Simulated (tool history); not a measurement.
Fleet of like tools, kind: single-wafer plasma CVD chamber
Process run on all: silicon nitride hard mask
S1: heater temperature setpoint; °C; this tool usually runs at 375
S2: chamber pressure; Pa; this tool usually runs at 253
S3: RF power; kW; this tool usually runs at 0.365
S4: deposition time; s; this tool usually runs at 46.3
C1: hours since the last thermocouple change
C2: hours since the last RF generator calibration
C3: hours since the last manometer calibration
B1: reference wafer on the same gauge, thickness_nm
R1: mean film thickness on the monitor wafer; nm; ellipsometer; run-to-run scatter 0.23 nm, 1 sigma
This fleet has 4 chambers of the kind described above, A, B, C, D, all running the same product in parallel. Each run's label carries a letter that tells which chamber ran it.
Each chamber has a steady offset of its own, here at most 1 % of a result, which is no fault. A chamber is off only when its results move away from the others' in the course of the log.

Run 1C, hour 4.6: usual settings; C1 137.9; C2 774.7; C3 1407.4; B1 66.989. Result: R1 63.968 nm.
At hour 6.5: chamber D: capacitance manometer re-zeroed and calibrated.
Run 2A, hour 10.8: usual settings; C1 614.9; C2 420.7; C3 533.3; B1 66.965. Result: R1 63.791 nm.
Run 3B, hour 16.7: usual settings; C1 2393.9; C2 491.5; C3 607.7; B1 66.993. Result: R1 63.815 nm.
Run 4D, hour 21.9: usual settings; C1 1865.9; C2 1059.5; C3 15.4; B1 66.949. Result: R1 63.9 nm.
Run 5B, hour 26.4: usual settings; C1 2403.6; C2 501.2; C3 617.4; B1 66.98. Result: R1 63.766 nm.
Run 6D, hour 29.7: usual settings but S1 384 °C; C1 1873.7; C2 1067.3; C3 23.2; B1 66.994. Result: R1 64.116 nm.
Run 7A, hour 34.6: usual settings but S1 384 °C; C1 638.7; C2 444.5; C3 557.1; B1 67.001. Result: R1 63.77 nm.
Run 8C, hour 40.6: usual settings but S1 384 °C; C1 173.9; C2 810.7; C3 1443.4; B1 66.983. Result: R1 63.865 nm.
Run 9A, hour 44.4: usual settings but S1 384 °C; C1 648.5; C2 454.3; C3 566.9; B1 66.996. Result: R1 63.576 nm.
Run 10B, hour 47.8: usual settings but S1 366 °C, S3 0.405 kW; C1 2425; C2 522.6; C3 638.8; B1 66.99. Result: R1 68.513 nm.
Run 11D, hour 51.6: usual settings but S1 366 °C, S3 0.405 kW; C1 1895.6; C2 1089.2; C3 45.1; B1 66.993. Result: R1 68.268 nm.
Run 12C, hour 56.6: usual settings but S1 366 °C, S3 0.405 kW; C1 189.9; C2 826.7; C3 1459.4; B1 66.969. Result: R1 68.792 nm.
Run 13C, hour 62: usual settings but S1 366 °C, S3 0.405 kW; C1 195.3; C2 832.1; C3 1464.8; B1 66.968. Result: R1 68.787 nm.
Run 14A, hour 66.5: usual settings; C1 670.6; C2 476.4; C3 589; B1 66.991. Result: R1 63.935 nm.
Run 15D, hour 73.1: usual settings; C1 1917.1; C2 1110.7; C3 66.6; B1 67.04. Result: R1 63.937 nm.
Run 16B, hour 79.6: usual settings but S3 0.34 kW; C1 2456.8; C2 554.4; C3 670.6; B1 67.006. Result: R1 60.772 nm.
Run 17C, hour 84.2: usual settings but S3 0.34 kW; C1 217.5; C2 854.3; C3 1487; B1 66.948. Result: R1 61.235 nm.
Run 18B, hour 90.7: usual settings but S3 0.34 kW; C1 2467.9; C2 565.5; C3 681.7; B1 66.989. Result: R1 60.866 nm.
Run 19A, hour 94.7: usual settings but S3 0.34 kW; C1 698.8; C2 504.6; C3 617.2; B1 67.035. Result: R1 61.289 nm.
Run 20D, hour 98.3: usual settings; C1 1942.3; C2 1135.9; C3 91.8; B1 67.008. Result: R1 64.327 nm.
Run 21A, hour 104.4: usual settings; C1 708.5; C2 514.3; C3 626.9; B1 67.056. Result: R1 63.973 nm.
Run 22B, hour 107.8: usual settings; C1 2485; C2 582.6; C3 698.8; B1 66.985. Result: R1 63.635 nm.
Run 23D, hour 111.6: usual settings; C1 1955.6; C2 1149.2; C3 105.1; B1 66.956. Result: R1 64.125 nm.
Run 24C, hour 117.8: usual settings; C1 251.1; C2 887.9; C3 1520.6; B1 66.974. Result: R1 64.123 nm.
Run 25B, hour 122.9: usual settings; C1 2500.1; C2 597.7; C3 713.9; B1 66.979. Result: R1 63.774 nm.
Run 26D, hour 128.3: usual settings but S1 389 °C; C1 1972.3; C2 1165.9; C3 121.8; B1 66.991. Result: R1 63.647 nm.
Run 27C, hour 135: usual settings but S1 389 °C; C1 268.3; C2 905.1; C3 1537.8; B1 67.045. Result: R1 64.303 nm.
Run 28A, hour 138.8: usual settings but S1 389 °C; C1 742.9; C2 548.7; C3 661.3; B1 66.984. Result: R1 63.471 nm.
Run 29A, hour 143.5: usual settings but S1 389 °C; C1 747.6; C2 553.4; C3 666; B1 66.907. Result: R1 63.667 nm.
Run 30D, hour 146.7: usual settings but S3 0.385 kW, S4 49.3 s; C1 1990.7; C2 1184.3; C3 140.2; B1 66.911. Result: R1 70.456 nm.
Run 31C, hour 152.2: usual settings but S3 0.385 kW, S4 49.3 s; C1 285.5; C2 922.3; C3 1555; B1 67.023. Result: R1 70.735 nm.
Run 32B, hour 158.2: usual settings but S3 0.385 kW, S4 49.3 s; C1 2535.4; C2 633; C3 749.2; B1 66.943. Result: R1 70.309 nm.

Predict what each chamber gives when all 4 of them run the settings below next.
Run 33A, hour 163: usual settings. Result: R1 ?.
Run 33B, hour 163: usual settings. Result: R1 ?.
Run 33C, hour 163: usual settings. Result: R1 ?.
Run 33D, hour 163: usual settings. Result: R1 ?.

run      R1
33A  64.153
33B  63.273
33C  64.562
33D  64.056
